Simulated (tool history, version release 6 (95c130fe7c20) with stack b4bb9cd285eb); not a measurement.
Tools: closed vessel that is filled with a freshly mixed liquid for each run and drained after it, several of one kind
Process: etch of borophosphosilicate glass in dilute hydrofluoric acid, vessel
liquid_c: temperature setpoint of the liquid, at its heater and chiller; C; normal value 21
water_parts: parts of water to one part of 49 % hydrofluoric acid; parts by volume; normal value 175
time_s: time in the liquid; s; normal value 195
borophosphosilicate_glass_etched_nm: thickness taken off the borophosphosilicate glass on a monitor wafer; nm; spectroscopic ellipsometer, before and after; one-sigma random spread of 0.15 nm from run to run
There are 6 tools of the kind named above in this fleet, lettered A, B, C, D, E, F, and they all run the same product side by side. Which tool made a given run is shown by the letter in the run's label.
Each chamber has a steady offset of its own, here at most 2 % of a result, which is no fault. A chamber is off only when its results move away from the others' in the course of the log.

| run | hour | liquid_c | water_parts | time_s | hours since the thermometer was replaced | hours since the hydrofluoric acid flow meter was replaced | read-back film thickness of the borophosphosilicate glass reference wafer, read on the same gauge (nm) | borophosphosilicate_glass_etched_nm |
|---|---|---|---|---|---|---|---|---|
| 1F | 4.6 | 21 | 175 | 195 | 669 | 600.6 | 140 | 47.298 |
| 2D | 8 | 21 | 175 | 195 | 1746.1 | 1739.3 | 140.01 | 46.304 |
| 3B | 11.8 | 21 | 175 | 195 | 345.3 | 324.5 | 139.97 | 47.906 |
| 4A | 13.9 | 21 | 175 | 195 | 314.8 | 43.8 | 139.97 | 46.715 |
| 5E | 16.8 | 21 | 175 | 195 | 1710.9 | 1245 | 140 | 46.769 |
| 6C | 18.9 | 24 | 175 | 195 | 1545.4 | 356.1 | 139.99 | 51.703 |
| 7F | 23.6 | 24 | 175 | 195 | 688 | 619.6 | 139.94 | 53.292 |
| 8D | 26.8 | 24 | 175 | 195 | 1764.9 | 1758.1 | 140.05 | 52.487 |
| 9C | 31.5 | 24 | 175 | 195 | 1558 | 368.7 | 140.02 | 52.065 |
| 10B | 35.4 | 24 | 175 | 195 | 368.9 | 348.1 | 139.98 | 53.284 |
| 11E | 39.9 | 24 | 175 | 195 | 1734 | 1268.1 | 140.02 | 52.579 |
| 12A | 42.5 | 21 | 175 | 195 | 343.4 | 72.4 | 140 | 46.529 |
| 13B | 46.8 | 18.5 | 175 | 125 | 380.3 | 359.5 | 140.02 | 27.69 |
| 14A | 50.9 | 18.5 | 175 | 125 | 351.8 | 80.8 | 140 | 27.12 |
| 15E | 53.2 | 18.5 | 175 | 125 | 1747.3 | 1281.4 | 139.99 | 27.4 |
| 16D | 57.1 | 18.5 | 175 | 125 | 1795.2 | 1788.4 | 140 | 26.987 |
| 17F | 61.1 | 18.5 | 175 | 125 | 725.5 | 657.1 | 140.06 | 27.688 |
| 18C | 65.4 | 18.5 | 175 | 125 | 1591.9 | 402.6 | 139.97 | 26.953 |
| 19F | 68.3 | 21 | 255 | 155 | 732.7 | 664.3 | 139.97 | 24.243 |
| 20B | 72.7 | 21 | 255 | 155 | 406.2 | 385.4 | 140.02 | 24.144 |
| 21D | 75.5 | 21 | 255 | 155 | 1813.6 | 1806.8 | 140.02 | 23.493 |
| 22E | 78.9 | 21 | 255 | 155 | 1773 | 1307.1 | 140.05 | 23.789 |
| 23C | 83.5 | 21 | 255 | 155 | 1610 | 420.7 | 140.01 | 23.422 |
| 24A | 87 | 21 | 255 | 155 | 387.9 | 116.9 | 139.98 | 23.351 |
| 25D | 90.9 | 21 | 175 | 195 | 1829 | 1822.2 | 140 | 46.382 |
| 26A | 94.7 | 21 | 215 | 100 | 395.6 | 124.6 | 140.04 | 18.607 |
| 27C | 98.7 | 21 | 215 | 100 | 1625.2 | 435.9 | 139.98 | 18.493 |
| 28F | 103.5 | 21 | 215 | 100 | 767.9 | 699.5 | 140.03 | 19.581 |
| 29E | 106.1 | 21 | 215 | 100 | 1800.2 | 1334.3 | 139.98 | 18.809 |
| 30B | 110.3 | 21 | 215 | 100 | 443.8 | 423 | 140.03 | 19.109 |
| 31E | 114 | 21 | 215 | 100 | 1808.1 | 1342.2 | 140.02 | 18.806 |
| 32D | 118.6 | 21 | 175 | 195 | 1856.7 | 1849.9 | 140.01 | 46.463 |
| 33F | 121.1 | 21 | 175 | 195 | 785.5 | 717.1 | 140.01 | 48.559 |
| 34A | 124.6 | 21 | 175 | 195 | 425.5 | 154.5 | 139.98 | 46.647 |
| 35B | 128.3 | 21 | 175 | 195 | 461.8 | 441 | 140.03 | 47.936 |
| 36C | 132.3 | 21 | 110 | 195 | 1658.8 | 469.5 | 140.03 | 79.851 |
| 37D | 136.6 | 21 | 110 | 195 | 1874.7 | 1867.9 | 140.04 | 78.701 |
| 38E | 140 | 21 | 110 | 195 | 1834.1 | 1368.2 | 139.98 | 79.215 |
| 39B | 144.8 | 21 | 110 | 195 | 478.3 | 457.5 | 140.02 | 81.609 |
| 40C | 148.2 | 21 | 110 | 195 | 1674.7 | 485.4 | 139.97 | 79.557 |
| 41F | 151.7 | 21 | 110 | 195 | 816.1 | 747.7 | 140.01 | 83.447 |

Next, every chamber runs the same settings. What will each give?
| 42A | 155.2 | 21 | 175 | 195 |  |  |  | ? |
| 42B | 155.2 | 21 | 175 | 195 |  |  |  | ? |
| 42C | 155.2 | 21 | 175 | 195 |  |  |  | ? |
| 42D | 155.2 | 21 | 175 | 195 |  |  |  | ? |
| 42E | 155.2 | 21 | 175 | 195 |  |  |  | ? |
| 42F | 155.2 | 21 | 175 | 195 |  |  |  | ? |

| run | borophosphosilicate_glass_etched_nm |
|---|---|
| 42A | 46.791 |
| 42B | 47.799 |
| 42C | 46.399 |
| 42D | 46.65 |
| 42E | 46.715 |
| 42F | 49.078 |
